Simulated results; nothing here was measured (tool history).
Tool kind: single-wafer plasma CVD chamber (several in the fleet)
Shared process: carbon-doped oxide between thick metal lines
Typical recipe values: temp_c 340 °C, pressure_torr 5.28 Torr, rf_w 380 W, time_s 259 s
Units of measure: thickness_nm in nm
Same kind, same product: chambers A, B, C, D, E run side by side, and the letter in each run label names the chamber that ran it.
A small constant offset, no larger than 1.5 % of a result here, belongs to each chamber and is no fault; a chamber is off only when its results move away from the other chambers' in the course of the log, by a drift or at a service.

run   hour  temp_c  pressure_torr  rf_w  time_s  read-back reference wafer on the same gauge, thickness_nm  thickness_nm
 1E    7.2     340           5.28   380     259                                                     999.73        1108.2
 2C   15.1     340           5.28   380     259                                                     1000.3        1108.2
 3A   21.4     340           5.28   380     259                                                      999.9        1121.7
 4B   31.5     340           5.28   380     259                                                     999.66        1105.5
      40.4  -- chamber D: capacitance manometer re-zeroed and calibrated
 5D   42.9     340           5.28   380     259                                                     999.47        1121.6
      45.8  -- chamber C: thermocouple changed; heater temperature recalibrated
 6E     51     340           5.28   380     259                                                     1000.1        1110.4
      51.4  -- chamber C: capacitance manometer re-zeroed and calibrated
 7D   60.5     340           5.28   380     259                                                     1000.2        1122.5
 8B   68.4     340           5.28   380     259                                                     1000.6          1108
 9C   78.4     340           5.28   380     259                                                     999.71        1104.3
10A   86.8     340           5.28   380     259                                                     999.98        1117.7
11C     93     340           5.28   380     259                                                     999.88          1102
12E  104.2     340           5.28   350     259                                                     999.93        1042.7
13A  109.6     340           5.28   350     259                                                     1000.4        1049.3
14D  114.9     340           5.28   350     259                                                     999.95        1056.6
15B  124.7     340           5.28   350     259                                                     1000.4          1034
16E  133.1     340           5.28   350     259                                                     999.79          1045
17A  138.9     340           5.28   380     259                                                     1000.7        1117.2
18B  146.8     340           5.28   380     259                                                     1000.1        1095.8
19C  153.9     340           5.28   380     259                                                     1000.3        1105.2
20D  164.2     340           5.28   380     259                                                     1000.1          1125
21B  169.9     340            5.9   355     259                                                     1000.2        1055.2
22C  181.3     340            5.9   355     259                                                     1000.3        1067.1
23A  189.9     340            5.9   355     259                                                     1000.6        1075.4
24D  196.4     340            5.9   355     259                                                     999.85        1082.7
25E  207.2     340            5.9   355     259                                                     1000.6        1067.9
26B  216.9     340           5.28   380     259                                                     999.72        1093.2
27C  222.1     340           5.28   380     259                                                     1000.3        1108.4
28E  233.8     340           5.28   380     259                                                     999.63          1112
     241.3  -- chamber C: RF generator calibrated
29D  244.1     340           5.28   380     259                                                       1000        1122.9
     249.6  -- chamber E: thermocouple changed; heater temperature recalibrated
30A  252.3     340           5.28   380     259                                                     999.95        1120.9
31A  260.9     340           5.28   380     259                                                     1000.3        1124.6
32D  269.8     340           5.28   380     259                                                     999.55        1123.3
33B  278.3     340           5.28   380     259                                                     1000.2        1085.4
34C  290.1     340           5.28   380     259                                                     1000.3        1110.3
35E  296.6     340           5.28   340     259                                                     999.78        1018.5

Read the log: is a single chamber off, either drifting away or since a service, is the gauge that measures every chamber drifting, or is nothing wrong beyond small per-chamber offsets? Name any odd chamber and what most likely caused it.

Little by little, chamber B moves away from the other chambers.
What lies behind it: delivered RF power below the setpoint (%) = 3.18.

Chamber B could run next with any of the 4 candidate recipes listed below; each alters the usual settings, and their results appear as question marks. Which one brings its results back in line with what the other chambers deliver on the usual settings?
Counts as in line when no further than this from what the other chambers average on the usual settings: thickness_nm 8.9 nm
36B-1  305.3     341           5.24   370     251                                                                        ?
36B-2  305.3     339           5.32   390     268                                                                        ?
36B-3  305.3     340            5.3   385     264                                                                        ?
36B-4  305.3     340           5.26   375     254                                                                        ?

The mean the other chambers reach with the usual settings: thickness_nm 1116 nm
  run  thickness_nm
36B-1        1022.8
36B-2        1145.9
36B-3        1113.8
36B-4        1049.2
36B-3 puts the chamber back in line with the other chambers.

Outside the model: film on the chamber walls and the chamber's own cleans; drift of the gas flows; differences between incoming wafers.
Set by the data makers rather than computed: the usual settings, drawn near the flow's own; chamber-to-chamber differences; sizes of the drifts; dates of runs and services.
